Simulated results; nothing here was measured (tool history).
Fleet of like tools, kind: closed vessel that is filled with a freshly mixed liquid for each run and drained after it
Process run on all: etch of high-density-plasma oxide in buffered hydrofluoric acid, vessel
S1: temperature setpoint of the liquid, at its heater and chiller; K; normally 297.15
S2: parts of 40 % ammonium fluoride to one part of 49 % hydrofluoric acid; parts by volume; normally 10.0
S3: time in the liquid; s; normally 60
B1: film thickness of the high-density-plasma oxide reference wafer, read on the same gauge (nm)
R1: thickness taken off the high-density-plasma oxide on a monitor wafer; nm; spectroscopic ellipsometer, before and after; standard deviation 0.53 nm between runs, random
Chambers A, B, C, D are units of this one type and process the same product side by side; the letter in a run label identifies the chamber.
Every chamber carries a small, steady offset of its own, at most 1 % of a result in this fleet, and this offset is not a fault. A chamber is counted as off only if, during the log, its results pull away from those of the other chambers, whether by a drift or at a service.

run	hour	S1	S2	S3	B1	R1
1B	6.1	297.15	10.0	60	110.03	93.472
2A	13.0	297.15	10.0	60	110.00	95.664
3C	23.6	297.15	10.0	60	110.01	94.257
4D	33.7	297.15	10.0	60	110.00	92.633
5B	38.9	297.15	10.0	60	109.98	94.303
6C	45.7	297.15	10.0	60	110.00	94.899
7A	57.1	297.15	10.0	60	109.98	94.842
8D	67.1	297.15	10.0	60	110.01	93.191
9D	75.4	297.15	10.0	60	110.01	94.097
10A	86.8	299.65	10.0	40	109.99	73.026
11C	94.9	299.65	10.0	40	109.99	71.802
12B	100.4	299.65	10.0	40	110.01	72.503
13B	106.1	299.65	10.0	40	110.01	72.031
14C	112.1	297.15	10.0	60	109.97	93.365
15A	123.0	297.15	10.0	60	109.99	96.408
16D	133.5	297.15	10.0	60	109.99	93.431
17C	145.0	297.15	10.0	60	110.01	94.338
18A	152.7	297.15	10.0	75	109.99	119.670
19D	161.5	297.15	10.0	75	110.00	116.420
20B	168.4	297.15	10.0	75	109.99	117.920
21B	175.2	297.15	10.0	75	109.99	117.930
22D	184.8	297.15	10.0	60	110.01	92.346
23A	196.3	297.15	10.0	60	109.98	94.849
24C	208.2	297.15	10.0	60	110.01	94.167
25B	218.5	299.65	10.0	60	109.99	108.430
26D	226.7	299.65	10.0	60	110.02	103.630
27C	238.1	299.65	10.0	60	109.99	107.570
28A	243.3	299.65	10.0	60	109.97	109.810
# hour 247.3: chamber A: hydrofluoric acid flow meter replaced
29A	253.5	297.15	10.0	60	110.01	94.629
30C	263.0	297.15	10.0	60	109.99	94.292
31B	273.7	295.65	12.5	60	110.01	69.955
32D	282.1	295.65	12.5	60	110.02	66.471

What goes on in this fleet: one chamber off, a drifting gauge, or nothing beyond the chambers' own small offsets? Name the chamber and the cause, if any.

Chamber D drifts away from the others.
What lies behind it: liquid colder than its thermometer reads (K) = 0.736.
The log may not separate it from: hydrofluoric acid flow below the setpoint (%).

Below are 4 candidate recipes for chamber D's next run, each the usual settings with a change, their results shown as question marks. Which of them brings D's results back in line with what the other chambers give on the usual settings?
In line means no further than this from the other chambers' mean on the usual settings: R1 1.900 nm
33D-1	290.6	298.15	10.0	60		?
33D-2	290.6	296.15	10.0	60		?
33D-3	290.6	297.15	11.0	60		?
33D-4	290.6	297.65	10.0	65		?

Other chambers, usual settings, mean: R1 94.602 nm
run	R1
33D-1	95.068
33D-2	85.156
33D-3	81.948
33D-4	100.220
33D-1 brings the chamber back in line.

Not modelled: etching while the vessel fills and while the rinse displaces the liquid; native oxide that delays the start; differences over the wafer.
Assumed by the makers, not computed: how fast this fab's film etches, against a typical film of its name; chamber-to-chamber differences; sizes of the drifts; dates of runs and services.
